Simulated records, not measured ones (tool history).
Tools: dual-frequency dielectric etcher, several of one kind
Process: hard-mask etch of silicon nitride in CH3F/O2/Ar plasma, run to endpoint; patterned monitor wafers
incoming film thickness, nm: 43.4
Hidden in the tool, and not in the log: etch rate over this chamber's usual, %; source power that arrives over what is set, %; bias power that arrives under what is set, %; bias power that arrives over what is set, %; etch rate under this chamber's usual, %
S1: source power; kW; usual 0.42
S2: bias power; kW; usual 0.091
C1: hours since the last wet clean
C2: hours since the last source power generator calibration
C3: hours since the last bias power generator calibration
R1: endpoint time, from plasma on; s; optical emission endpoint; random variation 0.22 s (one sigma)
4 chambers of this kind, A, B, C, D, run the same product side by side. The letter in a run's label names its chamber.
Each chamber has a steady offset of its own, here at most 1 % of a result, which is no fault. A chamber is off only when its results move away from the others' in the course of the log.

{"run": "1A", "hour": 6.8, "S1": 0.42, "S2": 0.091, "C1": 539.5, "C2": 634.9, "C3": 844, "R1": 56.844}
{"run": "2B", "hour": 13.2, "S1": 0.42, "S2": 0.091, "C1": 311.6, "C2": 716.9, "C3": 706.9, "R1": 56.864}
{"run": "3D", "hour": 20.1, "S1": 0.42, "S2": 0.091, "C1": 362.6, "C2": 1355.6, "C3": 2925.8, "R1": 56.582}
{"hour": 22.7, "done": "chamber A: wet clean of the chamber"}
{"run": "4C", "hour": 27.7, "S1": 0.42, "S2": 0.091, "C1": 637.9, "C2": 3073.6, "C3": 3294.1, "R1": 56.369}
{"run": "5A", "hour": 33.0, "S1": 0.42, "S2": 0.091, "C1": 10.3, "C2": 661.1, "C3": 870.2, "R1": 56.628}
{"run": "6B", "hour": 37.5, "S1": 0.42, "S2": 0.076, "C1": 335.9, "C2": 741.2, "C3": 731.2, "R1": 60.912}
{"hour": 37.6, "done": "chamber C: wet clean of the chamber"}
{"run": "7D", "hour": 43.7, "S1": 0.42, "S2": 0.076, "C1": 386.2, "C2": 1379.2, "C3": 2949.4, "R1": 60.464}
{"hour": 44.9, "done": "chamber D: wet clean of the chamber"}
{"run": "8C", "hour": 50.5, "S1": 0.42, "S2": 0.076, "C1": 13, "C2": 3096.4, "C3": 3316.9, "R1": 59.896}
{"run": "9D", "hour": 55.2, "S1": 0.42, "S2": 0.076, "C1": 10.3, "C2": 1390.7, "C3": 2960.9, "R1": 60.495}
{"run": "10A", "hour": 62.5, "S1": 0.42, "S2": 0.091, "C1": 39.8, "C2": 690.6, "C3": 899.7, "R1": 56.81}
{"run": "11C", "hour": 67.1, "S1": 0.42, "S2": 0.091, "C1": 29.6, "C2": 3113, "C3": 3333.5, "R1": 56.179}
{"run": "12B", "hour": 71.9, "S1": 0.42, "S2": 0.091, "C1": 370.3, "C2": 775.6, "C3": 765.6, "R1": 56.942}
{"run": "13A", "hour": 78.2, "S1": 0.42, "S2": 0.091, "C1": 55.5, "C2": 706.3, "C3": 915.4, "R1": 56.61}
{"run": "14D", "hour": 82.8, "S1": 0.42, "S2": 0.091, "C1": 37.9, "C2": 1418.3, "C3": 2988.5, "R1": 56.555}
{"run": "15C", "hour": 88.9, "S1": 0.42, "S2": 0.091, "C1": 51.4, "C2": 3134.8, "C3": 3355.3, "R1": 56.418}
{"run": "16B", "hour": 94.3, "S1": 0.42, "S2": 0.091, "C1": 392.7, "C2": 798, "C3": 788, "R1": 56.68}
{"run": "17C", "hour": 102.5, "S1": 0.42, "S2": 0.091, "C1": 65, "C2": 3148.4, "C3": 3368.9, "R1": 56.124}
{"run": "18A", "hour": 106.8, "S1": 0.42, "S2": 0.091, "C1": 84.1, "C2": 734.9, "C3": 944, "R1": 56.945}
{"run": "19D", "hour": 113.4, "S1": 0.42, "S2": 0.091, "C1": 68.5, "C2": 1448.9, "C3": 3019.1, "R1": 56.649}
{"run": "20B", "hour": 119.6, "S1": 0.42, "S2": 0.091, "C1": 418, "C2": 823.3, "C3": 813.3, "R1": 56.922}
{"run": "21D", "hour": 126.0, "S1": 0.42, "S2": 0.091, "C1": 81.1, "C2": 1461.5, "C3": 3031.7, "R1": 56.657}
{"run": "22A", "hour": 132.8, "S1": 0.42, "S2": 0.091, "C1": 110.1, "C2": 760.9, "C3": 970, "R1": 56.609}
{"run": "23C", "hour": 137.7, "S1": 0.33, "S2": 0.1, "C1": 100.2, "C2": 3183.6, "C3": 3404.1, "R1": 59.447}
{"run": "24B", "hour": 144.6, "S1": 0.33, "S2": 0.1, "C1": 443, "C2": 848.3, "C3": 838.3, "R1": 59.604}
{"run": "25D", "hour": 149.9, "S1": 0.33, "S2": 0.1, "C1": 105, "C2": 1485.4, "C3": 3055.6, "R1": 59.84}
{"run": "26C", "hour": 158.1, "S1": 0.33, "S2": 0.1, "C1": 120.6, "C2": 3204, "C3": 3424.5, "R1": 59.892}
{"run": "27A", "hour": 162.4, "S1": 0.42, "S2": 0.091, "C1": 139.7, "C2": 790.5, "C3": 999.6, "R1": 56.56}
{"hour": 163.2, "done": "chamber B: wet clean of the chamber"}
{"run": "28B", "hour": 170.5, "S1": 0.42, "S2": 0.091, "C1": 7.4, "C2": 874.2, "C3": 864.2, "R1": 57.211}
{"run": "29D", "hour": 175.5, "S1": 0.42, "S2": 0.091, "C1": 130.6, "C2": 1511, "C3": 3081.2, "R1": 56.738}
{"run": "30B", "hour": 182.6, "S1": 0.42, "S2": 0.091, "C1": 19.5, "C2": 886.3, "C3": 876.3, "R1": 57.158}
{"run": "31A", "hour": 187.5, "S1": 0.42, "S2": 0.091, "C1": 164.8, "C2": 815.6, "C3": 1024.7, "R1": 57.059}
{"run": "32C", "hour": 193.1, "S1": 0.42, "S2": 0.091, "C1": 155.6, "C2": 3239, "C3": 3459.5, "R1": 55.971}
{"run": "33C", "hour": 201.5, "S1": 0.42, "S2": 0.091, "C1": 164, "C2": 3247.4, "C3": 3467.9, "R1": 56.08}
{"run": "34A", "hour": 207.9, "S1": 0.42, "S2": 0.091, "C1": 185.2, "C2": 836, "C3": 1045.1, "R1": 57.163}

Next, every chamber runs the same settings. What will each give?
{"run": "35A", "hour": 214.1, "S1": 0.42, "S2": 0.091, "R1": "?"}
{"run": "35B", "hour": 214.1, "S1": 0.42, "S2": 0.091, "R1": "?"}
{"run": "35C", "hour": 214.1, "S1": 0.42, "S2": 0.091, "R1": "?"}
{"run": "35D", "hour": 214.1, "S1": 0.42, "S2": 0.091, "R1": "?"}

run=35A R1=57.203
run=35B R1=56.704
run=35C R1=56.549
run=35D R1=56.702
